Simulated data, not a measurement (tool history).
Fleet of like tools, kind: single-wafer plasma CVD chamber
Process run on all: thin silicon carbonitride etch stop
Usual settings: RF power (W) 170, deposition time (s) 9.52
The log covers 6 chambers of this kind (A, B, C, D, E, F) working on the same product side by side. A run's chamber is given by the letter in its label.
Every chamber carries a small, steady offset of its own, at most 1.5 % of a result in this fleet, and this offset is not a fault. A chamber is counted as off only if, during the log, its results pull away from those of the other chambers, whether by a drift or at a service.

run   hour  RF power (W)  deposition time (s)  read-back reference wafer on the same gauge, thickness_nm  mean film thickness on the monitor wafer (angstrom)
 1D   11.3           170                 9.52                                                     4.1807                                               51.556
      20.7  -- chamber F: RF generator calibrated
 2B   22.0           170                 9.52                                                     4.1772                                               52.228
      27.6  -- chamber E: RF generator calibrated
 3C   29.7           170                 9.52                                                     4.1778                                               51.901
 4F   37.6           170                 9.52                                                     4.1741                                               51.068
 5A   45.8           170                 9.52                                                     4.1770                                               51.452
 6E   53.1           170                 9.52                                                     4.1858                                               51.710
      61.0  -- chamber D: thermocouple changed; heater temperature recalibrated
      61.6  -- chamber B: RF generator calibrated
 7F   66.1           170                 9.52                                                     4.1803                                               50.749
      70.9  -- chamber A: thermocouple changed; heater temperature recalibrated
 8B   78.4           185                 7.91                                                     4.1817                                               44.238
 9D   87.7           185                 7.91                                                     4.1799                                               43.852
10A   98.7           185                 7.91                                                     4.1841                                               43.941
11E  105.0           185                 7.91                                                     4.1834                                               44.027
12C  114.3           185                 7.91                                                     4.1846                                               43.977
13A  125.8           185                 7.91                                                     4.1826                                               44.132
14F  138.3           170                 9.52                                                     4.1771                                               50.482
15E  149.8           170                 9.52                                                     4.1805                                               51.551
16D  162.0           170                 9.52                                                     4.1804                                               51.329
17C  172.8           170                 9.52                                                     4.1852                                               51.297
18B  181.0           170                 9.52                                                     4.1837                                               51.898
19C  189.4           170                 9.52                                                     4.1794                                               51.673
20B  197.7           170                 9.52                                                     4.1797                                               52.306
21A  203.6           170                 9.52                                                     4.1802                                               51.947
22D  214.2           170                 9.52                                                     4.1824                                               51.424
23F  222.7           170                 9.52                                                     4.1868                                               50.930
24E  236.1           170                 9.52                                                     4.1814                                               51.389
25E  246.7           190                 8.37                                                     4.1839                                               46.865
26A  254.8           190                 8.37                                                     4.1781                                               46.801
27B  265.4           190                 8.37                                                     4.1749                                               47.350
28F  274.2           190                 8.37                                                     4.1829                                               46.292
29C  281.7           190                 8.37                                                     4.1772                                               46.743
30D  292.7           190                 8.37                                                     4.1774                                               46.761
     300.1  -- chamber D: RF generator calibrated
31C  303.3           170                 9.52                                                     4.1776                                               51.485
32A  311.3           170                 9.52                                                     4.1812                                               51.661
33B  319.9           170                 9.52                                                     4.1766                                               52.311
34E  327.6           200                 9.52                                                     4.1756                                               53.511
35D  333.4           200                 9.52                                                     4.1752                                               54.201
36F  340.1           200                 9.52                                                     4.1775                                               53.730

The same settings go to every chamber for the next run, one line per chamber below. Forecast the results for each:
37A  349.8           200                 9.52                                                                                                               ?
37B  349.8           200                 9.52                                                                                                               ?
37C  349.8           200                 9.52                                                                                                               ?
37D  349.8           200                 9.52                                                                                                               ?
37E  349.8           200                 9.52                                                                                                               ?
37F  349.8           200                 9.52                                                                                                               ?

run  mean film thickness on the monitor wafer (angstrom)
37A                                               53.947
37B                                               54.666
37C                                               53.807
37D                                               53.802
37E                                               54.066
37F                                               53.392
